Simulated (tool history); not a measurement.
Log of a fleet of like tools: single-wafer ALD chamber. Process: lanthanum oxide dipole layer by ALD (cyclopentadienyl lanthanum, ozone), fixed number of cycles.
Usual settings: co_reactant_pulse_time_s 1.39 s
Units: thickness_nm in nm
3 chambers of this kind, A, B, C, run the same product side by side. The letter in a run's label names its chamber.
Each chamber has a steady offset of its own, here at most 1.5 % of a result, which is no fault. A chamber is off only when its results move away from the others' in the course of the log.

run	hour	co_reactant_pulse_time_s	read-back reference wafer on the same gauge, thickness_nm	thickness_nm
1B	2.3	1.39	0.51893	0.54092
2C	6.2	1.39	0.5192	0.54762
3A	9.5	1.39	0.51927	0.54916
4A	12.3	1.39	0.5189	0.55049
5C	15.9	1.13	0.51904	0.52253
6B	19.7	1.13	0.51922	0.51857
7A	22.4	1.13	0.5189	0.5244
8B	25.6	1.39	0.51937	0.54585
9C	29.9	1.39	0.51892	0.54535
10C	34.6	1.39	0.51903	0.54834
11B	38.2	1.39	0.51883	0.54351
12A	42	1.39	0.51898	0.54567
13B	45	1.39	0.519	0.54309
14A	49.3	1.11	0.51895	0.52163
15C	54.2	1.11	0.51922	0.52005
16C	57.2	1.11	0.51866	0.52059
17B	59.8	1.39	0.51899	0.54405
18A	63.5	0.94	0.51922	0.49567
19A	68.1	0.94	0.51893	0.49882
20C	70.7	0.94	0.51927	0.49535
21B	74.3	1.39	0.51908	0.54219
22A	78.8	1.39	0.51913	0.54851
23B	83.8	1.39	0.51895	0.54334
24C	88.2	1.39	0.51925	0.54676
25C	92.4	1.39	0.51912	0.54598
26A	96.6	1.39	0.5188	0.54855
27B	100.9	1.39	0.51907	0.5428
28A	103.7	1.39	0.5189	0.54841
29C	106.3	1.39	0.51881	0.54685
30B	109.4	1.39	0.51886	0.54255
31B	112.8	1.39	0.51893	0.54292
32A	115.9	1.39	0.51942	0.54582
33C	118.4	1.21	0.51904	0.53059
34C	122.8	1.21	0.51918	0.53065
35B	126.7	1.21	0.519	0.52715
36A	131.2	1.39	0.51924	0.54813
37A	134.7	1.39	0.51922	0.54765
38C	137.1	1.39	0.51903	0.54701
39B	139.6	0.87	0.51881	0.47695

Next, every chamber runs the same settings. What will each give?
40A	143.2	1.93		?
40B	143.2	1.93		?
40C	143.2	1.93		?

run	thickness_nm
40A	0.57386
40B	0.56583
40C	0.56791

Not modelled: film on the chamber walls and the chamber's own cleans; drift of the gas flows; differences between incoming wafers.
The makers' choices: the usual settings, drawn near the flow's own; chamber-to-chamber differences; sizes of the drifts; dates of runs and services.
